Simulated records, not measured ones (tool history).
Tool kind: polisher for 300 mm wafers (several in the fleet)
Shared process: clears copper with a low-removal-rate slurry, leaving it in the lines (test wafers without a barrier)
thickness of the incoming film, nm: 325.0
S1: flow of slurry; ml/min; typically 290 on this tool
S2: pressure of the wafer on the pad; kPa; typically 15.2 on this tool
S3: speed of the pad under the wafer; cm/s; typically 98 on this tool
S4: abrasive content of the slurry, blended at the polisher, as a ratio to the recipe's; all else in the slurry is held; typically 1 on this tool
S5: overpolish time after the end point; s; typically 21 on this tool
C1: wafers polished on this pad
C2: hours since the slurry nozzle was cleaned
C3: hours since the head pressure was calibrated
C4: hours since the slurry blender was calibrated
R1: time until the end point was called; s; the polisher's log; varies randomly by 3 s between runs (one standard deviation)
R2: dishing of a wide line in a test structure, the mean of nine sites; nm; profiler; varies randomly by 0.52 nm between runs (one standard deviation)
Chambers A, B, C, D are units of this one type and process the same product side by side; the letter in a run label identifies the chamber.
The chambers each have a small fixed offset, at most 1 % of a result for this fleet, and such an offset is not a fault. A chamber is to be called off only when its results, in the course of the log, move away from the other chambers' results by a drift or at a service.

{"run": "1C", "day": 0.121, "S1": 290, "S2": 15.2, "S3": 98, "S4": 1, "S5": 21, "C1": 201, "C2": 49.9, "C3": 740.3, "C4": 36.3, "R1": 179.36, "R2": 21.182}
{"run": "2A", "day": 0.246, "S1": 290, "S2": 15.2, "S3": 98, "S4": 1, "S5": 21, "C1": 876, "C2": 183.3, "C3": 456.1, "C4": 221.9, "R1": 175.95, "R2": 20.614}
{"run": "3D", "day": 0.375, "S1": 290, "S2": 15.2, "S3": 98, "S4": 1, "S5": 21, "C1": 645, "C2": 177.4, "C3": 1555.2, "C4": 128.3, "R1": 179.01, "R2": 20.79}
{"day": 0.612, "done": "chamber D: head pressure recalibrated"}
{"run": "4B", "day": 0.612, "S1": 290, "S2": 15.2, "S3": 98, "S4": 1, "S5": 21, "C1": 113, "C2": 363.4, "C3": 150.3, "C4": 254.7, "R1": 175.58, "R2": 21.135}
{"run": "5C", "day": 0.767, "S1": 290, "S2": 15.2, "S3": 98, "S4": 1, "S5": 21, "C1": 266, "C2": 65.4, "C3": 755.8, "C4": 51.8, "R1": 181, "R2": 21.283}
{"run": "6A", "day": 0.979, "S1": 290, "S2": 15.2, "S3": 98, "S4": 1, "S5": 21, "C1": 949, "C2": 200.9, "C3": 473.7, "C4": 239.5, "R1": 178.89, "R2": 21.145}
{"run": "7B", "day": 1.196, "S1": 290, "S2": 15.2, "S3": 98, "S4": 1, "S5": 21, "C1": 172, "C2": 377.4, "C3": 164.3, "C4": 268.7, "R1": 180.66, "R2": 21.325}
{"run": "8D", "day": 1.371, "S1": 290, "S2": 15.2, "S3": 98, "S4": 1, "S5": 21, "C1": 745, "C2": 201.3, "C3": 18.2, "C4": 152.2, "R1": 173.86, "R2": 20.363}
{"day": 1.417, "done": "chamber A: worn pad replaced by a new one"}
{"run": "9A", "day": 1.65, "S1": 290, "S2": 15.2, "S3": 98, "S4": 1, "S5": 21, "C1": 23, "C2": 217, "C3": 489.8, "C4": 255.6, "R1": 179.24, "R2": 22.306}
{"run": "10C", "day": 1.904, "S1": 290, "S2": 15.2, "S3": 98, "S4": 1, "S5": 21, "C1": 380, "C2": 92.7, "C3": 783.1, "C4": 79.1, "R1": 173.98, "R2": 21.254}
{"run": "11D", "day": 2.083, "S1": 290, "S2": 15.2, "S3": 98, "S4": 1, "S5": 21, "C1": 817, "C2": 218.4, "C3": 35.3, "C4": 169.3, "R1": 174.64, "R2": 21.898}
{"run": "12B", "day": 2.25, "S1": 290, "S2": 15.2, "S3": 98, "S4": 1, "S5": 21, "C1": 278, "C2": 402.7, "C3": 189.6, "C4": 294, "R1": 170.99, "R2": 20.968}
{"day": 2.304, "done": "chamber D: worn pad replaced by a new one"}
{"run": "13A", "day": 2.479, "S1": 290, "S2": 15.2, "S3": 98, "S4": 1, "S5": 21, "C1": 107, "C2": 236.9, "C3": 509.7, "C4": 275.5, "R1": 177.75, "R2": 21.624}
{"run": "14C", "day": 2.646, "S1": 290, "S2": 15.2, "S3": 98, "S4": 1, "S5": 21, "C1": 455, "C2": 110.5, "C3": 800.9, "C4": 96.9, "R1": 173.58, "R2": 21.33}
{"run": "15B", "day": 2.896, "S1": 290, "S2": 15.2, "S3": 98, "S4": 1, "S5": 21, "C1": 343, "C2": 418.2, "C3": 205.1, "C4": 309.5, "R1": 176.34, "R2": 21.049}
{"run": "16D", "day": 3.146, "S1": 290, "S2": 15.2, "S3": 98, "S4": 1, "S5": 21, "C1": 85, "C2": 243.9, "C3": 60.8, "C4": 194.8, "R1": 180.48, "R2": 20.865}
{"run": "17A", "day": 3.296, "S1": 290, "S2": 15.2, "S3": 98, "S4": 1, "S5": 21, "C1": 189, "C2": 256.5, "C3": 529.3, "C4": 295.1, "R1": 180.36, "R2": 20.555}
{"run": "18B", "day": 3.438, "S1": 290, "S2": 15.2, "S3": 74, "S4": 1, "S5": 21, "C1": 398, "C2": 431.2, "C3": 218.1, "C4": 322.5, "R1": 240.03, "R2": 17.687}
{"run": "19C", "day": 3.712, "S1": 290, "S2": 15.2, "S3": 74, "S4": 1, "S5": 21, "C1": 562, "C2": 136.1, "C3": 826.5, "C4": 122.5, "R1": 238.12, "R2": 17.368}
{"run": "20D", "day": 3.862, "S1": 290, "S2": 15.2, "S3": 74, "S4": 1, "S5": 21, "C1": 157, "C2": 261.1, "C3": 78, "C4": 212, "R1": 231.24, "R2": 17.891}
{"day": 3.992, "done": "chamber C: worn pad replaced by a new one"}
{"run": "21A", "day": 4.125, "S1": 290, "S2": 15.2, "S3": 74, "S4": 1, "S5": 21, "C1": 272, "C2": 276.4, "C3": 549.2, "C4": 315, "R1": 232.37, "R2": 17.057}
{"run": "22C", "day": 4.312, "S1": 290, "S2": 15.2, "S3": 98, "S4": 1, "S5": 21, "C1": 32, "C2": 150.5, "C3": 840.9, "C4": 136.9, "R1": 174.3, "R2": 21.055}
{"run": "23B", "day": 4.525, "S1": 290, "S2": 15.2, "S3": 98, "S4": 1, "S5": 21, "C1": 507, "C2": 457.3, "C3": 244.2, "C4": 348.6, "R1": 178.77, "R2": 21.714}
{"run": "24D", "day": 4.771, "S1": 290, "S2": 15.2, "S3": 98, "S4": 1, "S5": 21, "C1": 248, "C2": 282.9, "C3": 99.8, "C4": 233.8, "R1": 179.59, "R2": 21.319}
{"run": "25B", "day": 4.958, "S1": 290, "S2": 15.2, "S3": 98, "S4": 1, "S5": 21, "C1": 551, "C2": 467.7, "C3": 254.6, "C4": 359, "R1": 175.34, "R2": 21.06}
{"run": "26D", "day": 5.196, "S1": 290, "S2": 15.2, "S3": 98, "S4": 1, "S5": 21, "C1": 291, "C2": 293.1, "C3": 110, "C4": 244, "R1": 181.71, "R2": 21.614}
{"run": "27C", "day": 5.454, "S1": 290, "S2": 15.2, "S3": 98, "S4": 1, "S5": 21, "C1": 147, "C2": 177.9, "C3": 868.3, "C4": 164.3, "R1": 172.85, "R2": 21.073}
{"run": "28A", "day": 5.646, "S1": 290, "S2": 15.2, "S3": 98, "S4": 1, "S5": 21, "C1": 425, "C2": 312.9, "C3": 585.7, "C4": 351.5, "R1": 172.79, "R2": 21.164}
{"run": "29B", "day": 5.792, "S1": 290, "S2": 15.2, "S3": 98, "S4": 0.85, "S5": 15, "C1": 635, "C2": 487.7, "C3": 274.6, "C4": 379, "R1": 184.34, "R2": 15.649}
{"run": "30D", "day": 5.921, "S1": 290, "S2": 15.2, "S3": 98, "S4": 0.85, "S5": 15, "C1": 364, "C2": 310.5, "C3": 127.4, "C4": 261.4, "R1": 176.17, "R2": 16.423}
{"run": "31A", "day": 6.167, "S1": 290, "S2": 15.2, "S3": 98, "S4": 0.85, "S5": 15, "C1": 478, "C2": 325.4, "C3": 598.2, "C4": 364, "R1": 178.56, "R2": 16.387}
{"run": "32C", "day": 6.45, "S1": 290, "S2": 15.2, "S3": 98, "S4": 0.85, "S5": 15, "C1": 247, "C2": 201.8, "C3": 892.2, "C4": 188.2, "R1": 181.68, "R2": 16.286}
{"run": "33C", "day": 6.617, "S1": 290, "S2": 15.2, "S3": 98, "S4": 1, "S5": 21, "C1": 264, "C2": 205.8, "C3": 896.2, "C4": 192.2, "R1": 181.68, "R2": 21.884}
{"run": "34B", "day": 6.892, "S1": 290, "S2": 15.2, "S3": 98, "S4": 1, "S5": 21, "C1": 745, "C2": 514.1, "C3": 301, "C4": 405.4, "R1": 174.74, "R2": 20.544}
{"day": 7.117, "done": "chamber D: slurry blender recalibrated"}
{"run": "35A", "day": 7.171, "S1": 290, "S2": 15.2, "S3": 98, "S4": 1, "S5": 21, "C1": 579, "C2": 349.5, "C3": 622.3, "C4": 388.1, "R1": 176.84, "R2": 21.302}
{"run": "36D", "day": 7.442, "S1": 290, "S2": 15.2, "S3": 98, "S4": 1, "S5": 21, "C1": 517, "C2": 347, "C3": 163.9, "C4": 7.8, "R1": 172.89, "R2": 21.305}

All 4 chambers run these settings next. Forecast each chamber's results:
{"run": "37A", "day": 7.642, "S1": 290, "S2": 15.2, "S3": 98, "S4": 1, "S5": 21, "R1": "?", "R2": "?"}
{"run": "37B", "day": 7.642, "S1": 290, "S2": 15.2, "S3": 98, "S4": 1, "S5": 21, "R1": "?", "R2": "?"}
{"run": "37C", "day": 7.642, "S1": 290, "S2": 15.2, "S3": 98, "S4": 1, "S5": 21, "R1": "?", "R2": "?"}
{"run": "37D", "day": 7.642, "S1": 290, "S2": 15.2, "S3": 98, "S4": 1, "S5": 21, "R1": "?", "R2": "?"}

run=37A R1=173.9 R2=21.398
run=37B R1=173.55 R2=21.122
run=37C R1=174.74 R2=21.885
run=37D R1=171.28 R2=20.85

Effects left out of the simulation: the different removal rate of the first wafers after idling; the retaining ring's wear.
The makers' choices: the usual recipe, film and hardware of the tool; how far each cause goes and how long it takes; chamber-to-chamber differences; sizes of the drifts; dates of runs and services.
